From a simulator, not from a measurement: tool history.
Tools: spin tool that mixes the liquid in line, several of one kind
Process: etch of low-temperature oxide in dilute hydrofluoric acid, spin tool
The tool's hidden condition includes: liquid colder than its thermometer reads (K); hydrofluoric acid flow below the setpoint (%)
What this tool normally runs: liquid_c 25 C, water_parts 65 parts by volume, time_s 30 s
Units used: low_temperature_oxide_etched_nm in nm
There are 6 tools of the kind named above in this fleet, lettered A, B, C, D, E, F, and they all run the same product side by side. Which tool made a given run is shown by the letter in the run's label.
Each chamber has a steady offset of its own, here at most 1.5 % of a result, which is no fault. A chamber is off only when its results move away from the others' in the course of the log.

run	hour	liquid_c	water_parts	time_s	hours since the thermometer was replaced	hours since the hydrofluoric acid flow meter was replaced	read-back film thickness of the low-temperature oxide reference wafer, read on the same gauge (nm)	low_temperature_oxide_etched_nm
1C	9.4	25	65	30	323.9	86.9	130.02	15.433
2F	13.8	25	65	30	1910.1	871.6	130.02	15.82
3E	18.6	25	65	30	616.7	1299.3	129.99	15.541
4B	25.9	25	65	30	330.7	1545.5	130.03	15.799
5D	30.8	29.5	65	15	114.8	657.3	130.01	9.1705
6A	38.3	29.5	65	15	2474.5	822.1	130.02	9.2012
7D	45.9	29.5	65	15	129.9	672.4	129.97	9.3512
8A	54	29.5	65	15	2490.2	837.8	130.05	9.1657
9E	61	29.5	65	15	659.1	1341.7	130.01	9.2019
10F	69.5	29.5	65	15	1965.8	927.3	129.99	9.4225
11C	78	25	65	30	392.5	155.5	129.98	15.472
12B	84.4	25	65	30	389.2	1604	130.02	15.985
13E	94.4	25	65	30	692.5	1375.1	130	15.575
14A	103.3	25	65	30	2539.5	887.1	130.01	15.465
15D	110.4	25	65	30	194.4	736.9	129.99	15.441
16B	116.9	25	65	30	421.7	1636.5	130.01	15.358
17C	124.6	25	65	30	439.1	202.1	129.97	15.449
18F	132	25	65	30	2028.3	989.8	130.03	15.521
19A	142	25	65	30	2578.2	925.8	130.02	15.385
20C	147.3	25	65	30	461.8	224.8	129.98	15.41
21E	155.1	25	65	30	753.2	1435.8	130.01	15.448
22D	161	25	65	30	245	787.5	130	14.901
23B	170.6	25	65	30	475.4	1690.2	130	15.615
24F	180	25	65	30	2076.3	1037.8	129.99	15.921
25B	187.3	25	65	30	492.1	1706.9	129.98	15.57
26D	197.5	25	65	30	281.5	824	130.01	14.717
27C	202.7	25	65	30	517.2	280.2	130.04	15.336
28E	209.8	25	65	30	807.9	1490.5	130.03	15.377
29F	219.4	25	65	30	2115.7	1077.2	129.99	15.719
30A	227.4	25	65	30	2663.6	1011.2	130.04	15.441
31F	232.2	25	65	30	2128.5	1090	130.02	15.788
32B	241.6	25	65	30	546.4	1761.2	130.04	15.577
33D	248.5	25	65	30	332.5	875	130	14.224
34C	256.2	25	65	30	570.7	333.7	130.02	15.314
35E	261.7	25	65	30	859.8	1542.4	129.98	15.51
36A	270	25	65	30	2706.2	1053.8	130.02	15.234
37E	279.2	20.5	90	30	877.3	1559.9	129.99	9.1039
38A	284.1	20.5	90	30	2720.3	1067.9	130	8.8509
39F	292.9	20.5	90	30	2189.2	1150.7	129.98	8.9986
40D	299.9	20.5	90	30	383.9	926.4	129.99	8.0002

Does one chamber stand apart from the rest, does the shared gauge drift, or is all well apart from small per-chamber offsets? Give the chamber and the most likely cause, where there is one.

It is chamber D that slowly wanders off from its peers.
Cause: hydrofluoric acid flow below the setpoint (%) = 11.1.

Here are 4 candidates for chamber D's next run, each the usual settings with a change, their results left as question marks. Which one brings its results back in line with what the others give on the usual settings?
In-line tolerance around the mean of the other chambers on the usual settings: low_temperature_oxide_etched_nm 0.54 nm
41D-1	307.2	22	65	30				?
41D-2	307.2	28	65	30				?
41D-3	307.2	24	65	30				?
41D-4	307.2	26	65	30				?

On the usual settings, the other chambers give on average: low_temperature_oxide_etched_nm 15.521 nm
run	low_temperature_oxide_etched_nm
41D-1	12.109
41D-2	15.347
41D-3	13.121
41D-4	14.2
It is 41D-2 that realigns the chamber with its peers.
